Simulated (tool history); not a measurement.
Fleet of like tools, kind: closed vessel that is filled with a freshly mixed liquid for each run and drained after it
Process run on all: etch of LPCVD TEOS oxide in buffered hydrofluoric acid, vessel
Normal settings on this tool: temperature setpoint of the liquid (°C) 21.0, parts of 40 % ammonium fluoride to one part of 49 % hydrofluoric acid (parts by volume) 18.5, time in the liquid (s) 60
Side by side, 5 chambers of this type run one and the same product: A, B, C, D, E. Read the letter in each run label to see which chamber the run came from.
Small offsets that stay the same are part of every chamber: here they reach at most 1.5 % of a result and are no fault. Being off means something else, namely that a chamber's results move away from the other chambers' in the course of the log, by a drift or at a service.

run,day,temperature setpoint of the liquid (°C),parts of 40 % ammonium fluoride to one part of 49 % hydrofluoric acid (parts by volume),time in the liquid (s),"read-back film thickness of the LPCVD TEOS oxide reference wafer, read on the same gauge (nm)",thickness taken off the LPCVD TEOS oxide on a monitor wafer (nm)
1E,0.188,21.0,18.5,60,99.978,84.133
2A,0.504,21.0,18.5,60,100.010,83.962
3D,0.658,21.0,18.5,60,99.999,84.980
4B,0.908,21.0,18.5,60,99.973,82.446
5C,1.238,21.0,18.5,60,100.010,83.982
6D,1.554,21.0,11.5,35,100.060,80.087
7C,1.742,21.0,11.5,35,99.961,78.850
# day 1.796: chamber B: hydrofluoric acid flow meter replaced
8B,2.071,21.0,11.5,35,100.000,76.129
9A,2.283,21.0,11.5,35,100.020,79.408
10E,2.608,21.0,11.5,35,100.010,78.693
11A,2.879,21.0,18.5,60,99.979,84.283
12B,3.054,21.0,18.5,60,100.010,83.095
13C,3.308,25.0,18.5,80,99.983,141.560
14E,3.596,25.0,18.5,80,99.988,140.630
15D,3.833,25.0,18.5,80,99.947,140.840
16C,4.167,25.0,18.5,80,100.030,139.530
17D,4.517,25.0,18.5,80,99.992,143.470
18B,4.721,21.0,18.5,60,99.974,84.261
19A,4.879,18.5,18.5,60,100.010,74.349
20E,5.092,18.5,18.5,60,100.020,71.906
21D,5.362,18.5,18.5,60,99.953,73.352
22B,5.629,18.5,18.5,60,100.020,72.479
23A,5.817,18.5,18.5,60,99.980,73.234
24E,6.167,21.0,18.5,60,99.949,83.135
25C,6.425,18.5,18.5,60,100.020,75.325
26D,6.692,18.5,18.5,60,99.935,73.822
27A,6.988,18.5,18.5,60,100.000,72.675
# day 7.138: chamber C: hydrofluoric acid flow meter replaced
28B,7.167,18.5,18.5,60,99.991,72.833
29E,7.442,18.5,18.5,60,100.020,73.199
30C,7.771,18.5,23.5,60,100.050,60.839
31D,7.933,18.5,23.5,60,99.981,61.777

The same settings go to every chamber for the next run, one line per chamber below. Forecast the results for each:
32A,8.188,21.0,18.5,75,,?
32B,8.188,21.0,18.5,75,,?
32C,8.188,21.0,18.5,75,,?
32D,8.188,21.0,18.5,75,,?
32E,8.188,21.0,18.5,75,,?

run,thickness taken off the LPCVD TEOS oxide on a monitor wafer (nm)
32A,104.920
32B,104.950
32C,106.320
32D,106.520
32E,104.140

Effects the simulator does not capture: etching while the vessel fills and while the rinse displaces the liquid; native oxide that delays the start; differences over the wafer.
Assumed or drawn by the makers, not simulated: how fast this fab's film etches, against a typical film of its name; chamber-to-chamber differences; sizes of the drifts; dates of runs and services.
